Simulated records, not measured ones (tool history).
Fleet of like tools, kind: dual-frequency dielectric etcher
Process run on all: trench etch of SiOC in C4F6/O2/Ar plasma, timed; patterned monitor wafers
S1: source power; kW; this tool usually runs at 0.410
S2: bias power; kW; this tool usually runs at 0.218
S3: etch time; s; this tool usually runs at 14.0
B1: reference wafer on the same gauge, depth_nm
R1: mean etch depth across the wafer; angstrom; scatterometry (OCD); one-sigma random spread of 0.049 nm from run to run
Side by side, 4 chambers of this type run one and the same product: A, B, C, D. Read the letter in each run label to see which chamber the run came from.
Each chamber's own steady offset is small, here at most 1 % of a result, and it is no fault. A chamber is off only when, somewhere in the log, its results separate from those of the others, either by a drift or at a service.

run	hour	S1	S2	S3	B1	R1
1C	16.3	0.410	0.218	14.0	34.374	314.00
# hour 19.9: chamber D: source power generator calibrated
2D	23.5	0.410	0.218	14.0	34.380	310.39
3A	39.1	0.410	0.218	14.0	34.389	310.96
4B	54.9	0.410	0.218	14.0	34.365	312.81
5D	68.6	0.410	0.218	14.0	34.357	310.87
6B	78.2	0.410	0.218	14.0	34.358	312.21
# hour 85.0: chamber C: bias power generator calibrated
7C	90.9	0.320	0.218	17.5	34.357	355.10
8A	105.5	0.320	0.218	17.5	34.349	353.68
9A	118.8	0.320	0.218	17.5	34.328	352.41
# hour 124.8: chamber A: wet clean of the chamber
10C	127.9	0.320	0.218	17.5	34.339	355.02
11B	136.9	0.410	0.218	14.0	34.321	311.78
12D	150.6	0.410	0.218	14.0	34.325	310.09
13A	163.6	0.330	0.218	14.0	34.308	286.65
14B	176.9	0.330	0.218	14.0	34.292	286.83
15D	185.2	0.330	0.218	14.0	34.298	284.94
16C	197.9	0.330	0.218	14.0	34.300	288.30
# hour 201.8: chamber D: wet clean of the chamber
17A	209.5	0.460	0.218	16.0	34.276	371.60
18C	219.3	0.460	0.218	16.0	34.294	373.65
19B	229.0	0.460	0.218	16.0	34.265	371.02
20D	243.8	0.460	0.218	16.0	34.258	368.97
21D	252.9	0.410	0.218	14.0	34.262	309.64
22C	263.4	0.410	0.218	14.0	34.272	312.08
23A	279.2	0.410	0.218	14.0	34.234	310.35
24B	291.8	0.410	0.218	14.0	34.234	311.18
25C	306.0	0.410	0.218	14.0	34.229	311.93
26B	318.7	0.410	0.218	14.0	34.222	310.53
27A	330.9	0.410	0.218	14.0	34.211	310.28
28D	338.0	0.410	0.218	14.0	34.209	308.44
# hour 350.6: chamber C: wet clean of the chamber
29D	353.7	0.410	0.218	11.0	34.213	243.06
30A	365.1	0.410	0.218	11.0	34.200	243.27
31B	374.2	0.410	0.218	11.0	34.193	243.61
32C	386.9	0.410	0.218	11.0	34.184	244.96
33D	396.9	0.410	0.192	14.0	34.194	295.97

All 4 chambers run these settings next. Forecast each chamber's results:
34A	408.6	0.410	0.218	14.0		?
34B	408.6	0.410	0.218	14.0		?
34C	408.6	0.410	0.218	14.0		?
34D	408.6	0.410	0.218	14.0		?

run	R1
34A	309.35
34B	310.75
34C	311.45
34D	308.75

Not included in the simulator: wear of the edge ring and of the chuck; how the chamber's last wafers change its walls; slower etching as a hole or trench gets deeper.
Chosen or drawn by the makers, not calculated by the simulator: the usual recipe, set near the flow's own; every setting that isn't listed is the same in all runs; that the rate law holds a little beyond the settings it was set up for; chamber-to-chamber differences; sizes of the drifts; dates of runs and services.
